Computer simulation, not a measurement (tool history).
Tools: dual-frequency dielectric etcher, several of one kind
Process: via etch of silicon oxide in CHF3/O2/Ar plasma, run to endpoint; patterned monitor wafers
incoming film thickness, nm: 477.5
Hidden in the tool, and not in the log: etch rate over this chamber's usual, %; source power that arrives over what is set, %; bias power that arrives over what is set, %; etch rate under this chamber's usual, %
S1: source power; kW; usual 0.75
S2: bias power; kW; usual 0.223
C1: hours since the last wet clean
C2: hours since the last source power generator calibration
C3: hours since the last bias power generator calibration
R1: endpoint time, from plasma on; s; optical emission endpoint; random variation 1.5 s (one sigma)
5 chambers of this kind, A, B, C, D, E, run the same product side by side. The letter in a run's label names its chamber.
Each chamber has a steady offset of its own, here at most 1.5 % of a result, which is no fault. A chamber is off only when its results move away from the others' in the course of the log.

run	hour	S1	S2	C1	C2	C3	R1
1E	5.5	0.75	0.223	257.2	2461.8	1324	205.82
2A	9.4	0.75	0.223	198.3	256.4	609.5	207.24
3B	14.4	0.75	0.223	295.9	369.1	1030.1	204.64
4C	17.8	0.75	0.223	376.9	1336.9	327.1	206.48
5D	22.9	0.75	0.223	431	2461.6	2524.8	207.59
6E	26.4	0.75	0.223	278.1	2482.7	1344.9	202.35
7D	31.2	0.75	0.223	439.3	2469.9	2533.1	203.13
8C	35.7	0.75	0.223	394.8	1354.8	345	205.52
9B	40.6	0.66	0.223	322.1	395.3	1056.3	215.92
10A	44.6	0.66	0.223	233.5	291.6	644.7	213.64
11E	50.8	0.66	0.223	302.5	2507.1	1369.3	216.48
12B	57	0.66	0.223	338.5	411.7	1072.7	215.81
13D	61.6	0.66	0.223	469.7	2500.3	2563.5	214.63
14C	66.8	0.75	0.223	425.9	1385.9	376.1	205.97
15A	72.3	0.75	0.223	261.2	319.3	672.4	201.86
# hour 79.4: chamber D: wet clean of the chamber
16B	79.5	0.75	0.223	361	434.2	1095.2	205.28
17A	83.8	0.75	0.223	272.7	330.8	683.9	203.06
18D	88	0.91	0.196	8.6	2526.7	2589.9	206.13
19E	93.6	0.91	0.196	345.3	2549.9	1412.1	200.44
20C	98.4	0.91	0.196	457.5	1417.5	407.7	197.27
21A	103.8	0.91	0.196	292.7	350.8	703.9	199.53
22B	111.1	0.91	0.196	392.6	465.8	1126.8	199.85
# hour 114.2: chamber C: wet clean of the chamber
23D	116.4	0.75	0.223	37	2555.1	2618.3	213.04
24E	123	0.75	0.223	374.7	2579.3	1441.5	208.7
25C	130	0.75	0.223	15.9	1449.1	439.3	205.18
26D	136.9	0.75	0.223	57.5	2575.6	2638.8	211.51
27A	143.6	0.75	0.223	332.5	390.6	743.7	203.88
28B	148.8	0.75	0.223	430.3	503.5	1164.5	205.15
29C	152.4	0.75	0.223	38.3	1471.5	461.7	205.6
30E	157.4	0.75	0.223	409.1	2613.7	1475.9	206.98
31D	162.8	0.75	0.223	83.4	2601.5	2664.7	213.67
32E	170.2	0.75	0.223	421.9	2626.5	1488.7	204.16
33B	176.2	0.62	0.241	457.7	530.9	1191.9	216.19
# hour 177.8: chamber A: wet clean of the chamber
34C	181.5	0.62	0.241	67.4	1500.6	490.8	215.55
35A	185.1	0.62	0.241	7.4	432.1	785.2	215.53
36B	188.9	0.62	0.241	470.4	543.6	1204.6	218.93
37A	195.9	0.62	0.241	18.2	442.9	796	214.65
38C	200	0.75	0.223	85.9	1519.1	509.3	205.34
39E	204.7	0.75	0.223	456.4	2661	1523.2	205.36
# hour 208.1: chamber B: wet clean of the chamber
40D	209	0.75	0.223	129.6	2647.7	2710.9	211.14
41C	214.3	0.75	0.223	100.2	1533.4	523.6	206.37
42D	221.3	0.75	0.223	141.9	2660	2723.2	214.73
43B	227	0.75	0.223	18.9	581.7	1242.7	206.05
44A	230.9	0.75	0.223	53.2	477.9	831	203.39

Is one chamber off against the others, does the gauge drift, or is nothing wrong? If a chamber is off, say which, and what the likeliest cause is.

A service left chamber D off against the others.
Cause: etch rate under this chamber's usual, % = 4.68.

Here are 4 candidates for chamber D's next run, each the usual settings with a change, their results left as question marks. Which one brings its results back in line with what the others give on the usual settings?
In line means no further than this from the other chambers' mean on the usual settings: R1 5.3 s
45D-1	236.2	0.61	0.223				?
45D-2	236.2	0.68	0.223				?
45D-3	236.2	0.84	0.248				?
45D-4	236.2	0.79	0.234				?

The other chambers' mean on the usual settings: R1 205.7 s
run	R1
45D-1	230.7
45D-2	221.56
45D-3	197.38
45D-4	206.06
45D-4 brings the chamber back in line.
